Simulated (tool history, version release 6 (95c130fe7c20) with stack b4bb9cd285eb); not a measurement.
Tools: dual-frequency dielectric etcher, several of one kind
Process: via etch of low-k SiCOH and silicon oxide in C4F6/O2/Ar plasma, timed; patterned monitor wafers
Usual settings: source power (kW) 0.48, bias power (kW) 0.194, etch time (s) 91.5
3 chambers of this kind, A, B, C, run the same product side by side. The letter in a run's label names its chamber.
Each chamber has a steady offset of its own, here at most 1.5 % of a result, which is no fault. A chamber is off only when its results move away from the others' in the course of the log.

run     day  source power (kW)  bias power (kW)  etch time (s)  hours since the last wet clean  hours since the last source power generator calibration  hours since the last bias power generator calibration  read-back reference wafer on the same gauge, depth_nm  mean etch depth across the wafer (Å)
 1B   0.467               0.48            0.194           91.5                           243.1                                                   2310.6                                                  426.4                                                 294.03                                2819.3
 2A   0.967               0.48            0.194           91.5                           404.9                                                     2011                                                  118.5                                                 294.07                                2813.3
 3C   1.308               0.48            0.194           91.5                             362                                                    420.2                                                 2636.3                                                 294.61                                2870.5
 4A   1.658               0.48            0.194           91.5                           421.5                                                   2027.6                                                  135.1                                                 294.05                                  2828
 5C       2               0.48            0.194           91.5                           378.6                                                    436.8                                                 2652.9                                                 294.47                                2857.7
 6B   2.342               0.48            0.194          103.5                           288.1                                                   2355.6                                                  471.4                                                 293.89                                3181.3
 7C   2.846               0.48            0.194          103.5                           398.9                                                    457.1                                                 2673.2                                                 293.93                                3232.4
 8B   3.175               0.48            0.194          103.5                           308.1                                                   2375.6                                                  491.4                                                 293.85                                3196.5
 9A   3.771               0.48            0.194           91.5                           472.2                                                   2078.3                                                  185.8                                                 294.02                                2849.2
      3.896  -- chamber B: source power generator calibrated
10A   4.225               0.48            0.194           91.5                           483.1                                                   2089.2                                                  196.7                                                 293.47                                  2797
      4.288  -- chamber A: wet clean of the chamber
11C   4.592               0.52            0.232           91.5                           440.8                                                      499                                                 2715.1                                                 294.22                                3111.6
12B   4.912               0.52            0.232           91.5                           349.8                                                     24.5                                                  533.1                                                 293.77                                3072.4
13A   5.275               0.52            0.232           91.5                            23.8                                                   2114.4                                                  221.9                                                 293.95                                3061.9
14C   5.829               0.48            0.194           91.5                           470.5                                                    528.7                                                 2744.8                                                 294.19                                2841.3
      6.021  -- chamber C: wet clean of the chamber
15B     6.3               0.48            0.194           91.5                           383.1                                                     57.8                                                  566.4                                                 293.42                                2835.6
16A   6.879               0.48            0.194           91.5                            62.3                                                   2152.9                                                  260.4                                                 294.25                                2811.5
17C   7.375               0.48            0.156           91.5                            32.5                                                    565.8                                                 2781.9                                                 293.98                                2760.5
18B   7.712               0.48            0.156           91.5                             417                                                     91.7                                                  600.3                                                  293.8                                2619.9
19C   8.088               0.48            0.156           91.5                            49.6                                                    582.9                                                   2799                                                 294.33                                2781.6
20A   8.583               0.48            0.194           91.5                           103.2                                                   2193.8                                                  301.3                                                 294.15                                2790.4
21B   8.871               0.48            0.194           91.5                           444.8                                                    119.5                                                  628.1                                                 294.48                                2803.4
       9.05  -- chamber B: wet clean of the chamber
22A   9.154               0.48            0.194           91.5                           116.9                                                   2207.5                                                    315                                                 294.66                                2808.9
23C   9.683               0.48            0.194           91.5                            87.9                                                    621.2                                                 2837.3                                                 293.61                                3015.2
24B  10.196               0.48            0.194           91.5                            27.5                                                    151.3                                                  659.9                                                  293.7                                2799.3
25A  10.538               0.48            0.194           91.5                           150.1                                                   2240.7                                                  348.2                                                 293.81                                2807.6
26C  10.933               0.48            0.214             75                           117.9                                                    651.2                                                 2867.3                                                 294.11                                2541.5
27B   11.45               0.48            0.214             75                            57.6                                                    181.4                                                    690                                                 293.94                                2388.4
28C  12.033               0.48            0.214             75                           144.3                                                    677.6                                                 2893.7                                                 293.64                                2480.6
29B  12.312               0.48            0.194           91.5                            78.3                                                    202.1                                                  710.7                                                 294.51                                2797.7
30A  12.708               0.48            0.194           91.5                           202.2                                                   2292.8                                                  400.3                                                    294                                2809.7
31C  13.025               0.38            0.226           91.5                           168.1                                                    701.4                                                 2917.5                                                 293.77                                2828.2
32B  13.388               0.38            0.226           91.5                           104.1                                                    227.9                                                  736.5                                                 294.06                                2670.8
33A    13.9               0.38            0.226           91.5                           230.8                                                   2321.4                                                  428.9                                                 293.96                                2689.5
34B  14.204               0.48            0.194           91.5                           123.7                                                    247.5                                                  756.1                                                 293.47                                2830.6
35A  14.475               0.48            0.194           91.5                           244.6                                                   2335.2                                                  442.7                                                 294.14                                2791.4
36C  14.808               0.48            0.194           91.5                           210.9                                                    744.2                                                 2960.3                                                  294.1                                2929.9
37A  15.196               0.48            0.194           91.5                           261.9                                                   2352.5                                                    460                                                  293.5                                  2841
38B    15.5               0.48            0.194           91.5                           154.8                                                    278.6                                                  787.2                                                 294.58                                2835.1
39C  15.917               0.48            0.194           91.5                           237.5                                                    770.8                                                 2986.9                                                    294                                2980.2
40A  16.321               0.48            0.194           91.5                           288.9                                                   2379.5                                                    487                                                 294.11                                2836.8

Is one chamber off against the others, does the gauge drift, or is nothing wrong? If a chamber is off, say which, and what the likeliest cause is.

A service left chamber C off against the others.
Cause: etch rate over this chamber's usual, % = 3.97.

Here are 4 candidates for chamber C's next run, each the usual settings with a change, their results left as question marks. Which one brings its results back in line with what the others give on the usual settings?
In line means no further than this from the other chambers' mean on the usual settings: mean etch depth across the wafer (Å) 60
41C-1  16.754               0.48            0.141           91.5                                                                                                                                                                                                                                            ?
41C-2  16.754               0.49            0.198           99.5                                                                                                                                                                                                                                            ?
41C-3  16.754               0.48            0.192             87                                                                                                                                                                                                                                            ?
41C-4  16.754               0.54            0.194           91.5                                                                                                                                                                                                                                            ?

The other chambers' mean on the usual settings: mean etch depth across the wafer (Å) 2820.9
  run  mean etch depth across the wafer (Å)
41C-1                                2681.6
41C-2                                3261.5
41C-3                                2801.3
41C-4                                3096.3
41C-3 brings the chamber back in line.
